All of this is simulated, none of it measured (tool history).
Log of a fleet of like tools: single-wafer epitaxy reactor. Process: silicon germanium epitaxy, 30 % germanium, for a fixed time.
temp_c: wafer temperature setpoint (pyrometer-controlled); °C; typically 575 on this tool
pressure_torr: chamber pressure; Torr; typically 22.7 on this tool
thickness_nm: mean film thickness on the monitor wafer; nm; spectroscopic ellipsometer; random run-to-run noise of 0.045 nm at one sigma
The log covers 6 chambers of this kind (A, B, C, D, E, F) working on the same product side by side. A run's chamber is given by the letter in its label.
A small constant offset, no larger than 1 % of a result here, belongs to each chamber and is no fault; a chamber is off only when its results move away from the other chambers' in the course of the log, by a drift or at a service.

run   hour  temp_c  pressure_torr  hours since the last pyrometer calibration  hours since the last manometer calibration  read-back reference wafer on the same gauge, thickness_nm  thickness_nm
 1A    3.2     575           22.7                                      1381.0                                      1373.0                                                     33.198        39.013
 2E    6.8     575           22.7                                       188.6                                       749.5                                                     33.194        38.982
 3B   11.1     575           22.7                                      1325.3                                      1004.1                                                     33.192        38.704
 4D   13.3     575           22.7                                      1159.4                                       317.4                                                     33.189        38.679
 5C   17.0     575           22.7                                      1585.1                                       471.8                                                     33.182        38.819
 6F   19.1     575           19.7                                       712.3                                       740.1                                                     33.181        36.887
 7C   23.3     575           19.7                                      1591.4                                       478.1                                                     33.178        36.658
 8B   27.8     575           19.7                                      1342.0                                      1020.8                                                     33.163        36.566
 9D   32.4     575           19.7                                      1178.5                                       336.5                                                     33.154        36.507
10A   34.8     575           19.7                                      1412.6                                      1404.6                                                     33.155        36.825
11E   37.1     575           19.7                                       218.9                                       779.8                                                     33.160        36.784
12F   39.9     583           19.8                                       733.1                                       760.9                                                     33.149        43.046
13D   44.0     583           19.8                                      1190.1                                       348.1                                                     33.152        42.537
14B   47.1     583           19.8                                      1361.3                                      1040.1                                                     33.154        42.585
15A   50.9     583           19.8                                      1428.7                                      1420.7                                                     33.141        42.943
16C   55.7     583           19.8                                      1623.8                                       510.5                                                     33.130        42.661
17E   60.2     583           19.8                                       242.0                                       802.9                                                     33.134        42.901
18F   63.7     575           22.7                                       756.9                                       784.7                                                     33.124        39.029
19E   66.3     575           22.7                                       248.1                                       809.0                                                     33.122        38.794
20D   68.5     575           22.7                                      1214.6                                       372.6                                                     33.120        38.606
21A   70.7     575           22.7                                      1448.5                                      1440.5                                                     33.116        38.858
22B   75.4     575           22.7                                      1389.6                                      1068.4                                                     33.121        38.620
23C   77.8     581           17.7                                      1645.9                                       532.6                                                     33.104        39.267
24F   81.9     581           17.7                                       775.1                                       802.9                                                     33.102        39.551
25F   84.7     581           17.7                                       777.9                                       805.7                                                     33.102        39.633
26A   88.7     581           17.7                                      1466.5                                      1458.5                                                     33.095        39.520
27D   92.2     581           17.7                                      1238.3                                       396.3                                                     33.093        39.163
28B   94.6     581           17.7                                      1408.8                                      1087.6                                                     33.088        39.087
29C   97.9     580           26.2                                      1666.0                                       552.7                                                     33.082        44.893
30E  101.8     580           26.2                                       283.6                                       844.5                                                     33.078        45.179
31C  106.4     580           26.2                                      1674.5                                       561.2                                                     33.087        44.933
32B  108.6     580           26.2                                      1422.8                                      1101.6                                                     33.079        45.007
33F  112.6     580           26.2                                       805.8                                       833.6                                                     33.060        45.362
34A  116.4     580           26.2                                      1494.2                                      1486.2                                                     33.052        45.328
35D  121.0     575           18.0                                      1267.1                                       425.1                                                     33.057        35.101
36E  125.9     575           18.0                                       307.7                                       868.6                                                     33.050        35.314
37E  129.7     575           18.0                                       311.5                                       872.4                                                     33.051        35.420
38B  133.1     575           18.0                                      1447.3                                      1126.1                                                     33.044        34.984

For the next run the whole fleet of 6 chambers uses the same settings. Give each chamber's results:
39A  136.6     575           22.7                                                                                                                                                                ?
39B  136.6     575           22.7                                                                                                                                                                ?
39C  136.6     575           22.7                                                                                                                                                                ?
39D  136.6     575           22.7                                                                                                                                                                ?
39E  136.6     575           22.7                                                                                                                                                                ?
39F  136.6     575           22.7                                                                                                                                                                ?

run  thickness_nm
39A        38.794
39B        38.476
39C        38.517
39D        38.479
39E        38.738
39F        38.835
